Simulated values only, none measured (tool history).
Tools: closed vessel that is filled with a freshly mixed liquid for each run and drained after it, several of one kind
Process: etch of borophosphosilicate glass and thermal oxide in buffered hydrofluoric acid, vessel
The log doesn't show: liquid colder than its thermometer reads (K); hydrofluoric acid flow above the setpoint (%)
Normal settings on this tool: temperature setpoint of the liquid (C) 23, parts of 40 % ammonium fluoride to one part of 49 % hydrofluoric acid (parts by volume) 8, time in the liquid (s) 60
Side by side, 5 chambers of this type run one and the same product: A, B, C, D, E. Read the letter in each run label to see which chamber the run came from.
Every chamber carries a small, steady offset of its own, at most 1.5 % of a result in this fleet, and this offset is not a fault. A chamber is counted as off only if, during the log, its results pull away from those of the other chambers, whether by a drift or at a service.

run     day  temperature setpoint of the liquid (C)  parts of 40 % ammonium fluoride to one part of 49 % hydrofluoric acid (parts by volume)  time in the liquid (s)  hours since the thermometer was replaced  hours since the hydrofluoric acid flow meter was replaced  read-back film thickness of the borophosphosilicate glass reference wafer, read on the same gauge (nm)  read-back film thickness of the thermal oxide reference wafer, read on the same gauge (nm)  thickness taken off the borophosphosilicate glass on a monitor wafer (angstrom)  thickness taken off the thermal oxide on a monitor wafer (angstrom)
 1A   0.425                                      23                                                                                        8                      60                                     598.4                                                       95.9                                                                                                  129.99                                                                                      69.996                                                                           1192.3                                                               766.03
 2C   0.933                                      23                                                                                        8                      60                                    1460.7                                                       87.4                                                                                                  129.98                                                                                      70.058                                                                           1190.5                                                               787.68
 3E   1.438                                      23                                                                                        8                      60                                     157.8                                                      205.6                                                                                                  129.98                                                                                      69.977                                                                           1199.1                                                               766.15
 4B   1.775                                      23                                                                                        8                      60                                     500.1                                                      174.8                                                                                                  129.99                                                                                      70.001                                                                           1207.3                                                               763.78
 5D    2.25                                      23                                                                                        8                      60                                      1708                                                     1059.5                                                                                                     130                                                                                      69.959                                                                           1185.2                                                               768.52
 6E   2.588                                      23                                                                                        6                      30                                     185.4                                                      233.2                                                                                                  130.02                                                                                      69.945                                                                           794.68                                                               503.77
 7C   3.183                                      23                                                                                        6                      30                                    1514.7                                                      141.4                                                                                                  130.01                                                                                      69.959                                                                           785.03                                                               510.71
 8D     3.7                                      23                                                                                        6                      30                                    1742.8                                                     1094.3                                                                                                  130.01                                                                                      69.997                                                                           789.43                                                                508.6
 9A   4.175                                      23                                                                                        6                      30                                     688.4                                                      185.9                                                                                                     130                                                                                      70.057                                                                           789.35                                                               510.07
10B     4.5                                      23                                                                                        6                      30                                     565.5                                                      240.2                                                                                                  130.01                                                                                      69.986                                                                           792.91                                                               513.76
11E   5.146                                      23                                                                                        8                      60                                     246.8                                                      294.6                                                                                                  129.99                                                                                      69.997                                                                           1206.8                                                               781.29
12C   5.708                                      23                                                                                        8                      60                                    1575.3                                                        202                                                                                                  130.03                                                                                      69.978                                                                           1174.6                                                               769.48
      5.979  -- chamber D: hydrofluoric acid flow meter replaced
13A   6.204                                      23                                                                                        8                      60                                     737.1                                                      234.6                                                                                                  130.01                                                                                      70.032                                                                           1190.7                                                               757.76
14D   6.875                                      23                                                                                        8                      60                                      1819                                                       21.6                                                                                                  129.98                                                                                      69.988                                                                             1190                                                               766.52
15B   7.408                                      23                                                                                        8                      60                                     635.3                                                        310                                                                                                  130.02                                                                                      69.961                                                                           1206.3                                                               775.83
16E   7.812                                      23                                                                                     10.5                      85                                     310.8                                                      358.6                                                                                                  129.98                                                                                      69.992                                                                           1326.1                                                               849.17
17D   8.471                                      23                                                                                     10.5                      85                                    1857.3                                                       59.9                                                                                                     130                                                                                      70.015                                                                           1322.3                                                                844.6
18C   9.054                                      23                                                                                     10.5                      85                                    1655.6                                                      282.3                                                                                                     130                                                                                      69.989                                                                           1296.6                                                               841.42
19B   9.442                                      23                                                                                     10.5                      85                                     684.1                                                      358.8                                                                                                  130.01                                                                                      70.025                                                                           1322.2                                                               861.08
20A  10.012                                      23                                                                                     10.5                      85                                     828.5                                                        326                                                                                                  129.98                                                                                      70.012                                                                           1306.3                                                               844.63
21B  10.529                                      23                                                                                        8                      60                                     710.2                                                      384.9                                                                                                  129.99                                                                                      69.967                                                                           1204.5                                                               765.99
22C  11.017                                      23                                                                                        8                      60                                    1702.7                                                      329.4                                                                                                     130                                                                                      70.003                                                                           1166.5                                                               774.22
23A  11.704                                      23                                                                                        8                      60                                     869.1                                                      366.6                                                                                                  130.01                                                                                      69.986                                                                           1190.3                                                               741.92
24D  12.154                                      23                                                                                        8                      60                                    1945.7                                                      148.3                                                                                                     130                                                                                      69.986                                                                           1198.1                                                               765.38
25E  12.667                                      23                                                                                        8                      60                                     427.3                                                      475.1                                                                                                     130                                                                                          70                                                                           1201.5                                                               776.67
26D   13.05                                      23                                                                                        8                      60                                    1967.2                                                      169.8                                                                                                  129.99                                                                                      69.965                                                                           1203.7                                                               763.53
27C  13.412                                    18.5                                                                                        8                      60                                    1760.2                                                      386.9                                                                                                  129.99                                                                                      70.036                                                                           919.23                                                               593.93
      13.65  -- chamber B: thermometer replaced
28E  13.942                                    18.5                                                                                        8                      60                                     457.9                                                      505.7                                                                                                  129.98                                                                                      69.995                                                                           943.58                                                               590.07
29A  14.592                                    18.5                                                                                        8                      60                                     938.4                                                      435.9                                                                                                  130.01                                                                                      69.998                                                                           923.94                                                               585.46
30B  15.188                                    18.5                                                                                        8                      60                                        37                                                      496.7                                                                                                     130                                                                                      69.981                                                                              934                                                               602.64
31E  15.688                                    18.5                                                                                        8                      60                                     499.8                                                      547.6                                                                                                  130.02                                                                                      70.003                                                                           938.89                                                               595.25
32A  16.033                                      23                                                                                        8                      60                                       973                                                      470.5                                                                                                  130.01                                                                                          70                                                                             1180                                                                  767
33C  16.688                                      23                                                                                        7                      30                                    1838.8                                                      465.5                                                                                                  130.02                                                                                      70.022                                                                           689.14                                                               443.55
34D  16.996                                      23                                                                                        7                      30                                    2061.9                                                      264.5                                                                                                  129.98                                                                                      69.993                                                                           702.83                                                               437.63
     17.054  -- chamber C: hydrofluoric acid flow meter replaced
35B    17.3                                      23                                                                                        7                      30                                      87.7                                                      547.4                                                                                                     130                                                                                      70.004                                                                           703.01                                                               440.29
       17.4  -- chamber B: hydrofluoric acid flow meter replaced
36A  17.888                                      23                                                                                        7                      30                                    1017.5                                                        515                                                                                                  129.99                                                                                      70.012                                                                           688.17                                                               441.14
37E  18.458                                      23                                                                                        7                      30                                     566.3                                                      614.1                                                                                                  130.01                                                                                      70.009                                                                            694.9                                                                436.4
38C  19.075                                      23                                                                                        8                      60                                    1896.1                                                       48.5                                                                                                  130.03                                                                                      69.972                                                                           1167.8                                                               770.13
39D   19.65                                      23                                                                                     10.5                      60                                    2125.6                                                      328.2                                                                                                     130                                                                                      70.024                                                                           929.75                                                               604.52
40B  20.158                                      23                                                                                     10.5                      60                                     156.3                                                       66.3                                                                                                  130.01                                                                                       69.99                                                                           938.48                                                               597.47
41D   20.55                                      23                                                                                     10.5                      60                                    2147.2                                                      349.8                                                                                                  129.98                                                                                      70.018                                                                           942.68                                                               607.23
42C  21.188                                      23                                                                                     10.5                      60                                    1946.8                                                       99.2                                                                                                     130                                                                                      70.041                                                                           918.52                                                               596.01

For the next run the whole fleet of 5 chambers uses the same settings. Give each chamber's results:
43A  21.683                                    19.5                                                                                        8                      60                                                                                                                                                                                                                                                                                                                                                                                         ?                                                                    ?
43B  21.683                                    19.5                                                                                        8                      60                                                                                                                                                                                                                                                                                                                                                                                         ?                                                                    ?
43C  21.683                                    19.5                                                                                        8                      60                                                                                                                                                                                                                                                                                                                                                                                         ?                                                                    ?
43D  21.683                                    19.5                                                                                        8                      60                                                                                                                                                                                                                                                                                                                                                                                         ?                                                                    ?
43E  21.683                                    19.5                                                                                        8                      60                                                                                                                                                                                                                                                                                                                                                                                         ?                                                                    ?

run  thickness taken off the borophosphosilicate glass on a monitor wafer (angstrom)  thickness taken off the thermal oxide on a monitor wafer (angstrom)
43A                                                                           969.47                                                               629.52
43B                                                                           993.39                                                               629.47
43C                                                                           973.04                                                               643.68
43D                                                                           974.67                                                               632.03
43E                                                                           998.51                                                               633.34
